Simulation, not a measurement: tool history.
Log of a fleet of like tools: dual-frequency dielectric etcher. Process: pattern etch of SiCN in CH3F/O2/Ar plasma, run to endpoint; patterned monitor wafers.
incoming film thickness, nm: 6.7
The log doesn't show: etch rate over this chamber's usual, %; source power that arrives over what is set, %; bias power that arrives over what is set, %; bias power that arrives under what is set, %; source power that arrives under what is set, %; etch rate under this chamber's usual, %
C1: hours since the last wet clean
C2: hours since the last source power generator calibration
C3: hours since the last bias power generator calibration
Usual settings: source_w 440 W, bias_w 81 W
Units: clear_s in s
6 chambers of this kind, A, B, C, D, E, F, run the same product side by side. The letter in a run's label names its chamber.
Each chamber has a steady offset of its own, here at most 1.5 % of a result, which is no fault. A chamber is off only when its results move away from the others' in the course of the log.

Run 1E, day 0.529: usual settings; C1 343.4; C2 987.0; C3 1122.7. Result: clear_s 16.387 s.
Run 2A, day 0.938: usual settings; C1 446.9; C2 1385.1; C3 1258.5. Result: clear_s 16.227 s.
Run 3C, day 1.283: usual settings; C1 205.0; C2 1926.6; C3 714.0. Result: clear_s 16.576 s.
At day 1.546: chamber A: wet clean of the chamber.
Run 4D, day 1.592: usual settings; C1 525.4; C2 1022.0; C3 2418.3. Result: clear_s 16.719 s.
Run 5F, day 2.062: usual settings; C1 365.7; C2 1775.1; C3 2370.4. Result: clear_s 16.530 s.
Run 6B, day 2.588: usual settings; C1 282.9; C2 1318.8; C3 2613.2. Result: clear_s 16.412 s.
Run 7D, day 2.912: usual settings; C1 557.1; C2 1053.7; C3 2450.0. Result: clear_s 16.428 s.
Run 8E, day 3.308: usual settings but source_w 350 W, bias_w 73 W; C1 410.1; C2 1053.7; C3 1189.4. Result: clear_s 18.546 s.
At day 3.383: chamber D: wet clean of the chamber.
At day 3.608: chamber E: wet clean of the chamber.
Run 9B, day 3.633: usual settings but source_w 350 W, bias_w 73 W; C1 308.0; C2 1343.9; C3 2638.3. Result: clear_s 18.761 s.
Run 10F, day 3.962: usual settings but source_w 350 W, bias_w 73 W; C1 411.3; C2 1820.7; C3 2416.0. Result: clear_s 18.953 s.
Run 11A, day 4.346: usual settings but source_w 350 W, bias_w 73 W; C1 67.3; C2 1466.9; C3 1340.3. Result: clear_s 18.808 s.
Run 12C, day 4.867: usual settings but source_w 350 W, bias_w 73 W; C1 291.0; C2 2012.6; C3 800.0. Result: clear_s 19.119 s.
Run 13E, day 5.312: usual settings but source_w 350 W, bias_w 73 W; C1 41.0; C2 1101.8; C3 1237.5. Result: clear_s 18.935 s.
Run 14B, day 5.621: usual settings; C1 355.7; C2 1391.6; C3 2686.0. Result: clear_s 16.496 s.
Run 15D, day 6.088: usual settings; C1 65.0; C2 1129.9; C3 2526.2. Result: clear_s 16.562 s.
Run 16C, day 6.400: usual settings; C1 327.8; C2 2049.4; C3 836.8. Result: clear_s 16.807 s.
Run 17F, day 6.662: usual settings; C1 476.1; C2 1885.5; C3 2480.8. Result: clear_s 16.700 s.
Run 18A, day 7.262: usual settings; C1 137.3; C2 1536.9; C3 1410.3. Result: clear_s 16.309 s.
Run 19F, day 7.854: usual settings but source_w 400 W, bias_w 96 W; C1 504.7; C2 1914.1; C3 2509.4. Result: clear_s 16.003 s.
Run 20A, day 8.183: usual settings but source_w 400 W, bias_w 96 W; C1 159.4; C2 1559.0; C3 1432.4. Result: clear_s 16.198 s.
Run 21D, day 8.646: usual settings but source_w 400 W, bias_w 96 W; C1 126.4; C2 1191.3; C3 2587.6. Result: clear_s 16.208 s.
At day 8.742: chamber F: wet clean of the chamber.
At day 8.796: chamber C: wet clean of the chamber.
Run 22C, day 9.204: usual settings but source_w 400 W, bias_w 96 W; C1 9.9; C2 2116.7; C3 904.1. Result: clear_s 16.096 s.
Run 23B, day 9.479: usual settings but source_w 400 W, bias_w 96 W; C1 448.3; C2 1484.2; C3 2778.6. Result: clear_s 16.220 s.
Run 24E, day 9.854: usual settings but source_w 400 W, bias_w 96 W; C1 150.0; C2 1210.8; C3 1346.5. Result: clear_s 16.084 s.
Run 25A, day 10.271: usual settings; C1 209.5; C2 1609.1; C3 1482.5. Result: clear_s 16.419 s.
Run 26F, day 10.608: usual settings; C1 44.9; C2 1980.2; C3 2575.5. Result: clear_s 16.333 s.
Run 27D, day 11.138: usual settings; C1 186.2; C2 1251.1; C3 2647.4. Result: clear_s 16.631 s.
Run 28E, day 11.479: usual settings; C1 189.0; C2 1249.8; C3 1385.5. Result: clear_s 16.609 s.
Run 29B, day 12.038: usual settings; C1 509.7; C2 1545.6; C3 2840.0. Result: clear_s 16.220 s.
Run 30C, day 12.575: usual settings; C1 90.8; C2 2197.6; C3 985.0. Result: clear_s 16.567 s.
Run 31E, day 13.146: usual settings; C1 229.0; C2 1289.8; C3 1425.5. Result: clear_s 16.439 s.
Run 32B, day 13.596: usual settings but bias_w 69 W; C1 547.1; C2 1583.0; C3 2877.4. Result: clear_s 17.709 s.
Run 33F, day 14.121: usual settings but bias_w 69 W; C1 129.2; C2 2064.5; C3 2659.8. Result: clear_s 17.513 s.
Run 34C, day 14.683: usual settings but bias_w 69 W; C1 141.4; C2 2248.2; C3 1035.6. Result: clear_s 17.429 s.
Run 35D, day 15.138: usual settings but bias_w 69 W; C1 282.2; C2 1347.1; C3 2743.4. Result: clear_s 17.648 s.
Run 36A, day 15.592: usual settings but bias_w 69 W; C1 337.2; C2 1736.8; C3 1610.2. Result: clear_s 17.274 s.
Run 37A, day 16.054: usual settings but bias_w 69 W; C1 348.3; C2 1747.9; C3 1621.3. Result: clear_s 17.476 s.
Run 38B, day 16.512: usual settings; C1 617.1; C2 1653.0; C3 2947.4. Result: clear_s 16.557 s.
Run 39C, day 16.800: usual settings; C1 192.2; C2 2299.0; C3 1086.4. Result: clear_s 16.752 s.
Run 40E, day 17.312: usual settings but source_w 380 W; C1 329.0; C2 1389.8; C3 1525.5. Result: clear_s 17.422 s.
Run 41D, day 17.712: usual settings but source_w 380 W; C1 344.0; C2 1408.9; C3 2805.2. Result: clear_s 17.710 s.
Run 42F, day 18.171: usual settings but source_w 380 W; C1 226.4; C2 2161.7; C3 2757.0. Result: clear_s 17.386 s.

Next, every chamber runs the same settings. What will each give?
Run 43A, day 18.600: usual settings. Result: clear_s ?.
Run 43B, day 18.600: usual settings. Result: clear_s ?.
Run 43C, day 18.600: usual settings. Result: clear_s ?.
Run 43D, day 18.600: usual settings. Result: clear_s ?.
Run 43E, day 18.600: usual settings. Result: clear_s ?.
Run 43F, day 18.600: usual settings. Result: clear_s ?.

run  clear_s
43A   16.407
43B   16.630
43C   16.548
43D   16.625
43E   16.643
43F   16.551
